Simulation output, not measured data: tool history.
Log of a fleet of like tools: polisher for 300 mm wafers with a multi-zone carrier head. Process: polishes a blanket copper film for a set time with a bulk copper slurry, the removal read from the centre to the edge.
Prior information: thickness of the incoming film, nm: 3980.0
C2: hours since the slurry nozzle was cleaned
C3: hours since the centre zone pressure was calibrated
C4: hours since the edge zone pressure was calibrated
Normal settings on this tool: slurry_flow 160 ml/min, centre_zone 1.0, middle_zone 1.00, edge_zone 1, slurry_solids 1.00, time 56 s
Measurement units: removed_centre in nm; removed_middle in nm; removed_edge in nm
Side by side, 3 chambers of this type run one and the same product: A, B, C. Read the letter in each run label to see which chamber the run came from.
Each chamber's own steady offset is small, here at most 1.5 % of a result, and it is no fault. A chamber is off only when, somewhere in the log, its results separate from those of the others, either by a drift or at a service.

-- hour=4.0 chamber A: worn pad replaced by a new one
run 1A hour=4.5 | slurry_flow=160 centre_zone=1.0 middle_zone=1.00 edge_zone=1 slurry_solids=1.00 time=56 | wafers_polished_on_this_pad=3 C2=105.5 C3=173.2 C4=1250.3 | removed_centre=721.27 removed_middle=728.98 removed_edge=720.82
run 2C hour=8.5 | slurry_flow=160 centre_zone=1.0 middle_zone=1.00 edge_zone=1 slurry_solids=1.00 time=56 | wafers_polished_on_this_pad=496 C2=320.1 C3=349.1 C4=1064.3 | removed_centre=706.42 removed_middle=701.74 removed_edge=724.23
run 3B hour=16.6 | slurry_flow=160 centre_zone=1.0 middle_zone=1.00 edge_zone=1 slurry_solids=1.00 time=56 | wafers_polished_on_this_pad=521 C2=127.2 C3=1010.3 C4=672.9 | removed_centre=727.33 removed_middle=707.34 removed_edge=707.55
-- hour=17.2 chamber C: worn pad replaced by a new one
run 4C hour=20.6 | slurry_flow=160 centre_zone=1.0 middle_zone=1.00 edge_zone=1 slurry_solids=1.00 time=56 | wafers_polished_on_this_pad=22 C2=332.2 C3=361.2 C4=1076.4 | removed_centre=715.49 removed_middle=710.23 removed_edge=724.58
run 5A hour=26.8 | slurry_flow=160 centre_zone=1.0 middle_zone=1.00 edge_zone=1 slurry_solids=1.00 time=56 | wafers_polished_on_this_pad=146 C2=127.8 C3=195.5 C4=1272.6 | removed_centre=725.80 removed_middle=715.29 removed_edge=721.49
-- hour=32.3 chamber C: slurry nozzle cleaned
run 6B hour=34.6 | slurry_flow=160 centre_zone=1.0 middle_zone=1.00 edge_zone=1 slurry_solids=1.00 time=56 | wafers_polished_on_this_pad=637 C2=145.2 C3=1028.3 C4=690.9 | removed_centre=721.59 removed_middle=685.20 removed_edge=737.22
run 7B hour=39.2 | slurry_flow=160 centre_zone=1.0 middle_zone=1.00 edge_zone=1 slurry_solids=1.00 time=56 | wafers_polished_on_this_pad=667 C2=149.8 C3=1032.9 C4=695.5 | removed_centre=725.43 removed_middle=726.40 removed_edge=709.89
run 8A hour=47.7 | slurry_flow=160 centre_zone=1.0 middle_zone=1.00 edge_zone=1 slurry_solids=1.00 time=56 | wafers_polished_on_this_pad=281 C2=148.7 C3=216.4 C4=1293.5 | removed_centre=724.79 removed_middle=726.32 removed_edge=712.32
run 9C hour=52.0 | slurry_flow=205 centre_zone=1.1 middle_zone=1.00 edge_zone=1 slurry_solids=1.00 time=56 | wafers_polished_on_this_pad=224 C2=19.8 C3=392.6 C4=1107.8 | removed_centre=843.78 removed_middle=719.93 removed_edge=741.42
run 10A hour=60.2 | slurry_flow=205 centre_zone=1.1 middle_zone=1.00 edge_zone=1 slurry_solids=1.00 time=56 | wafers_polished_on_this_pad=361 C2=161.2 C3=228.9 C4=1306.0 | removed_centre=839.31 removed_middle=751.18 removed_edge=737.38
run 11C hour=68.3 | slurry_flow=205 centre_zone=1.1 middle_zone=1.00 edge_zone=1 slurry_solids=1.00 time=56 | wafers_polished_on_this_pad=329 C2=36.1 C3=408.9 C4=1124.1 | removed_centre=832.29 removed_middle=751.22 removed_edge=730.81
run 12B hour=75.6 | slurry_flow=160 centre_zone=1.0 middle_zone=1.00 edge_zone=1 slurry_solids=1.00 time=56 | wafers_polished_on_this_pad=901 C2=186.2 C3=1069.3 C4=731.9 | removed_centre=723.82 removed_middle=698.51 removed_edge=717.63
run 13B hour=83.8 | slurry_flow=160 centre_zone=1.0 middle_zone=1.00 edge_zone=1 slurry_solids=1.00 time=56 | wafers_polished_on_this_pad=954 C2=194.4 C3=1077.5 C4=740.1 | removed_centre=708.98 removed_middle=706.02 removed_edge=710.92
run 14C hour=89.0 | slurry_flow=160 centre_zone=1.0 middle_zone=1.00 edge_zone=1 slurry_solids=1.00 time=56 | wafers_polished_on_this_pad=462 C2=56.8 C3=429.6 C4=1144.8 | removed_centre=704.92 removed_middle=707.73 removed_edge=717.35
-- hour=89.8 chamber B: worn pad replaced by a new one
run 15A hour=93.2 | slurry_flow=160 centre_zone=1.0 middle_zone=1.00 edge_zone=1 slurry_solids=1.00 time=56 | wafers_polished_on_this_pad=574 C2=194.2 C3=261.9 C4=1339.0 | removed_centre=728.31 removed_middle=706.33 removed_edge=705.88
run 16C hour=97.9 | slurry_flow=160 centre_zone=1.0 middle_zone=1.00 edge_zone=1 slurry_solids=1.00 time=56 | wafers_polished_on_this_pad=519 C2=65.7 C3=438.5 C4=1153.7 | removed_centre=709.96 removed_middle=706.29 removed_edge=694.75
-- hour=102.1 chamber A: worn pad replaced by a new one
run 17B hour=102.1 | slurry_flow=160 centre_zone=1.0 middle_zone=1.00 edge_zone=1 slurry_solids=1.00 time=56 | wafers_polished_on_this_pad=79 C2=212.7 C3=1095.8 C4=758.4 | removed_centre=712.27 removed_middle=721.57 removed_edge=701.96
-- hour=102.2 chamber C: worn pad replaced by a new one
run 18A hour=109.3 | slurry_flow=160 centre_zone=1.0 middle_zone=1.00 edge_zone=1 slurry_solids=1.00 time=56 | wafers_polished_on_this_pad=46 C2=210.3 C3=278.0 C4=1355.1 | removed_centre=710.84 removed_middle=712.45 removed_edge=732.36
run 19B hour=115.4 | slurry_flow=160 centre_zone=1.0 middle_zone=1.00 edge_zone=1 slurry_solids=1.00 time=56 | wafers_polished_on_this_pad=164 C2=226.0 C3=1109.1 C4=771.7 | removed_centre=732.86 removed_middle=709.22 removed_edge=711.21
run 20A hour=122.5 | slurry_flow=135 centre_zone=1.0 middle_zone=1.00 edge_zone=1 slurry_solids=1.00 time=56 | wafers_polished_on_this_pad=131 C2=223.5 C3=291.2 C4=1368.3 | removed_centre=693.18 removed_middle=701.12 removed_edge=701.97
-- hour=125.2 chamber B: centre zone pressure recalibrated
run 21C hour=127.9 | slurry_flow=135 centre_zone=1.0 middle_zone=1.00 edge_zone=1 slurry_solids=1.00 time=56 | wafers_polished_on_this_pad=165 C2=95.7 C3=468.5 C4=1183.7 | removed_centre=684.62 removed_middle=714.13 removed_edge=705.65
run 22A hour=136.0 | slurry_flow=135 centre_zone=1.0 middle_zone=1.00 edge_zone=1 slurry_solids=1.00 time=56 | wafers_polished_on_this_pad=218 C2=237.0 C3=304.7 C4=1381.8 | removed_centre=702.72 removed_middle=703.10 removed_edge=675.88
run 23C hour=143.3 | slurry_flow=160 centre_zone=1.0 middle_zone=1.00 edge_zone=1 slurry_solids=1.00 time=56 | wafers_polished_on_this_pad=264 C2=111.1 C3=483.9 C4=1199.1 | removed_centre=719.16 removed_middle=694.62 removed_edge=707.81
run 24B hour=152.3 | slurry_flow=160 centre_zone=1.0 middle_zone=1.00 edge_zone=1 slurry_solids=1.00 time=56 | wafers_polished_on_this_pad=402 C2=262.9 C3=27.2 C4=808.6 | removed_centre=765.35 removed_middle=699.93 removed_edge=722.86
run 25B hour=158.1 | slurry_flow=160 centre_zone=1.0 middle_zone=0.93 edge_zone=1 slurry_solids=1.15 time=56 | wafers_polished_on_this_pad=439 C2=268.7 C3=33.0 C4=814.4 | removed_centre=785.49 removed_middle=680.42 removed_edge=735.35
run 26C hour=164.4 | slurry_flow=160 centre_zone=1.0 middle_zone=0.93 edge_zone=1 slurry_solids=1.15 time=56 | wafers_polished_on_this_pad=400 C2=132.2 C3=505.0 C4=1220.2 | removed_centre=742.46 removed_middle=673.06 removed_edge=748.24
run 27A hour=170.5 | slurry_flow=160 centre_zone=1.0 middle_zone=0.93 edge_zone=1 slurry_solids=1.15 time=56 | wafers_polished_on_this_pad=440 C2=271.5 C3=339.2 C4=1416.3 | removed_centre=743.27 removed_middle=690.75 removed_edge=747.06
run 28A hour=176.9 | slurry_flow=160 centre_zone=1.0 middle_zone=1.00 edge_zone=1 slurry_solids=1.00 time=56 | wafers_polished_on_this_pad=481 C2=277.9 C3=345.6 C4=1422.7 | removed_centre=721.20 removed_middle=706.72 removed_edge=706.36
run 29C hour=184.3 | slurry_flow=160 centre_zone=1.0 middle_zone=1.00 edge_zone=1 slurry_solids=1.00 time=56 | wafers_polished_on_this_pad=528 C2=152.1 C3=524.9 C4=1240.1 | removed_centre=712.75 removed_middle=707.88 removed_edge=703.38
run 30B hour=193.1 | slurry_flow=160 centre_zone=1.0 middle_zone=1.00 edge_zone=1 slurry_solids=1.00 time=56 | wafers_polished_on_this_pad=664 C2=303.7 C3=68.0 C4=849.4 | removed_centre=760.20 removed_middle=710.93 removed_edge=702.50

All 3 chambers run these settings next. Forecast each chamber's results:
run 31A hour=199.6 | slurry_flow=160 centre_zone=1.0 middle_zone=1.10 edge_zone=1 slurry_solids=1.00 time=56 | removed_centre=? removed_middle=? removed_edge=?
run 31B hour=199.6 | slurry_flow=160 centre_zone=1.0 middle_zone=1.10 edge_zone=1 slurry_solids=1.00 time=56 | removed_centre=? removed_middle=? removed_edge=?
run 31C hour=199.6 | slurry_flow=160 centre_zone=1.0 middle_zone=1.10 edge_zone=1 slurry_solids=1.00 time=56 | removed_centre=? removed_middle=? removed_edge=?

run=31A removed_centre=719.34 removed_middle=780.82 removed_edge=719.18
run=31B removed_centre=758.31 removed_middle=788.47 removed_edge=736.61
run=31C removed_centre=702.58 removed_middle=771.19 removed_edge=702.97
